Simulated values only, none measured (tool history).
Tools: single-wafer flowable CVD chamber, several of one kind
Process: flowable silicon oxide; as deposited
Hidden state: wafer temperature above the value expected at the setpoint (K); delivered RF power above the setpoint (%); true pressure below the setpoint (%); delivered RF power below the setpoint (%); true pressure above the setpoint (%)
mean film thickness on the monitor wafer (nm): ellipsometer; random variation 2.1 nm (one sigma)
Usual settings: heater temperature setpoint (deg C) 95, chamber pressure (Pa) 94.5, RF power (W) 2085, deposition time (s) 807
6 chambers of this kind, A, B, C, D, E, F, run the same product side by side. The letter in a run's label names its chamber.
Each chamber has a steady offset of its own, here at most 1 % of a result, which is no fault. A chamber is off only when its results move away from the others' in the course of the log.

run	hour	heater temperature setpoint (deg C)	chamber pressure (Pa)	RF power (W)	deposition time (s)	hours since the last thermocouple change	hours since the last RF generator calibration	hours since the last manometer calibration	read-back reference wafer on the same gauge, thickness_nm	mean film thickness on the monitor wafer (nm)
1C	13.4	95	94.5	2085	807	929.7	307.9	1019.0	523.86	496.40
2F	24.6	95	94.5	2085	807	1282.1	411.8	713.1	523.65	496.90
3B	31.4	95	94.5	2085	807	2022.7	1154.9	1129.0	524.03	494.66
4D	39.8	95	94.5	2085	807	1334.5	57.3	870.0	524.20	498.83
5E	46.3	95	94.5	2085	807	1876.8	359.1	127.1	524.38	493.96
6A	55.1	95	94.5	2085	807	714.9	955.8	2077.0	523.29	498.71
7F	63.9	95	94.5	2085	807	1321.4	451.1	752.4	524.48	498.81
8E	73.2	95	94.5	2085	807	1903.7	386.0	154.0	524.12	498.56
9B	84.9	95	94.5	2085	807	2076.2	1208.4	1182.5	524.17	494.96
10D	98.4	95	94.5	1820	712	1393.1	115.9	928.6	523.69	428.30
# hour 102.5: chamber F: thermocouple changed; heater temperature recalibrated
11C	106.1	95	94.5	1820	712	1022.4	400.6	1111.7	523.71	419.36
12A	114.4	95	94.5	1820	712	774.2	1015.1	2136.3	523.99	424.96
13C	127.8	95	94.5	1820	712	1044.1	422.3	1133.4	524.21	424.30
14D	140.8	95	94.5	1820	712	1435.5	158.3	971.0	523.62	425.66
15F	149.6	95	94.5	1820	712	47.2	536.8	838.1	523.58	427.24
16B	161.4	108	94.5	2085	856	2152.7	1284.9	1259.0	523.27	344.31
# hour 164.1: chamber E: thermocouple changed; heater temperature recalibrated
17A	168.0	108	94.5	2085	856	827.8	1068.7	2189.9	524.22	346.43
18E	174.7	108	94.5	2085	856	10.7	487.5	255.5	523.49	340.78
19D	186.9	108	94.5	2085	856	1481.6	204.4	1017.1	524.34	346.02
# hour 193.1: chamber B: thermocouple changed; heater temperature recalibrated
20E	195.5	108	94.5	2085	856	31.5	508.3	276.3	524.12	338.47
21A	205.1	108	94.5	2085	856	864.9	1105.8	2227.0	523.83	345.91
22B	216.8	95	77.5	2085	678	23.8	1340.3	1314.4	523.78	304.17
23F	228.0	95	77.5	2085	678	125.6	615.2	916.5	524.42	321.09
24C	234.9	95	77.5	2085	678	1151.2	529.4	1240.5	523.93	314.31
25E	244.1	95	77.5	2085	678	80.1	556.9	324.9	523.76	314.29
26A	257.6	95	77.5	2085	678	917.4	1158.3	2279.5	523.81	320.09
27B	263.9	95	77.5	2085	678	70.9	1387.4	1361.5	523.60	306.62
28C	276.6	95	94.5	2085	807	1192.9	571.1	1282.2	523.21	495.24
29F	283.0	95	94.5	2085	807	180.6	670.2	971.5	524.08	496.68
30D	295.2	95	94.5	2085	807	1589.9	312.7	1125.4	524.30	498.09
31F	301.3	95	94.5	2085	807	198.9	688.5	989.8	524.09	499.91
32B	314.5	95	94.5	2085	807	121.5	1438.0	1412.1	523.98	474.55
33E	327.9	95	94.5	2085	807	163.9	640.7	408.7	523.84	493.75
34D	339.9	95	94.5	2085	807	1634.6	357.4	1170.1	524.25	498.24
35C	351.2	95	94.5	2085	807	1267.5	645.7	1356.8	523.96	492.19
36A	364.1	95	94.5	2085	807	1023.9	1264.8	2386.0	523.85	499.15
37B	377.4	95	94.5	2085	807	184.4	1500.9	1475.0	523.64	475.37
38A	384.6	95	94.5	2085	807	1044.4	1285.3	2406.5	524.49	494.32

What goes on in this fleet: one chamber off, a drifting gauge, or nothing beyond the chambers' own small offsets? Name the chamber and the cause, if any.

A service left chamber B off against the others.
Cause: wafer temperature above the value expected at the setpoint (K) = 1.31.

Here are 4 candidates for chamber B's next run, each the usual settings with a change, their results left as question marks. Which one brings its results back in line with what the others give on the usual settings?
In line means no further than this from the other chambers' mean on the usual settings: mean film thickness on the monitor wafer (nm) 7.40
39B-1	394.5	95	92.3	2085	798					?
39B-2	394.5	95	94.5	2085	821					?
39B-3	394.5	94	95.3	2085	810					?
39B-4	394.5	95	93.3	2085	807					?

The other chambers' mean on the usual settings: mean film thickness on the monitor wafer (nm) 495.85
run	mean film thickness on the monitor wafer (nm)
39B-1	453.95
39B-2	482.53
39B-3	497.40
39B-4	466.22
39B-3 brings the chamber back in line.
